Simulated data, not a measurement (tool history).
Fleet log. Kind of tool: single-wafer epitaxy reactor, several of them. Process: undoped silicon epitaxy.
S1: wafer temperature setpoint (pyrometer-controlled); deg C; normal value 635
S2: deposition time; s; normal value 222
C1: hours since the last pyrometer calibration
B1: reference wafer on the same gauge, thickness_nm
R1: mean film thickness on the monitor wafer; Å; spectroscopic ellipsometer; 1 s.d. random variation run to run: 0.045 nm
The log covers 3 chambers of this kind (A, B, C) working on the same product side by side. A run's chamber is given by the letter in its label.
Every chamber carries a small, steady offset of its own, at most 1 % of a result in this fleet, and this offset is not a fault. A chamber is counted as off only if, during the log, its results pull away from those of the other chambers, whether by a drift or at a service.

run	hour	S1	S2	C1	B1	R1
1B	6.7	635	222	107.7	26.601	267.56
2A	10.3	635	222	186.9	26.614	268.41
3C	16.3	635	222	1338.9	26.63	265.2
4A	22.6	635	222	199.2	26.633	267.67
5C	26.9	635	222	1349.5	26.644	266.17
6B	30	635	222	131	26.641	267.75
7A	33.4	635	222	210	26.651	267.52
8C	37.5	635	222	1360.1	26.655	266.71
9B	40.8	635	222	141.8	26.656	268.53
10C	46.4	635	222	1369	26.663	266.39
11B	49.3	635	222	150.3	26.665	268.04
12A	56.1	635	244	232.7	26.664	295.57
13C	59.5	635	244	1382.1	26.677	292.79
14B	64.5	635	244	165.5	26.682	294.19
15A	69.7	635	222	246.3	26.687	268.67
16B	76.2	635	222	177.2	26.694	268.46
17A	79.2	635	205	255.8	26.706	248.25
18C	83.4	635	205	1406	26.698	245.94
19B	88.4	635	205	189.4	26.718	247.27
20C	92.5	635	222	1415.1	26.732	267.09
21A	98.5	635	222	275.1	26.727	269.24
22B	104.3	643	222	205.3	26.736	321.36
23A	108.2	643	222	284.8	26.746	321.96
24C	111.7	643	222	1434.3	26.745	320.24
25A	115.8	635	222	292.4	26.737	269.47
26C	120	635	222	1442.6	26.747	266.45
27B	125.9	635	222	226.9	26.757	269.27
28B	129.1	635	222	230.1	26.767	268.66
29A	134.1	635	222	310.7	26.785	269.37
30C	139.6	635	222	1462.2	26.784	267.12

Has any chamber moved away from the others, gradually or after a service, or does the common gauge drift, or do the chambers differ only by their own small steady offsets? State the chamber and the most likely cause if one applies.

Gauge drift. The chambers move together only on paper, and none stands off.
Most likely cause: gauge reads high (%) = 0.693.

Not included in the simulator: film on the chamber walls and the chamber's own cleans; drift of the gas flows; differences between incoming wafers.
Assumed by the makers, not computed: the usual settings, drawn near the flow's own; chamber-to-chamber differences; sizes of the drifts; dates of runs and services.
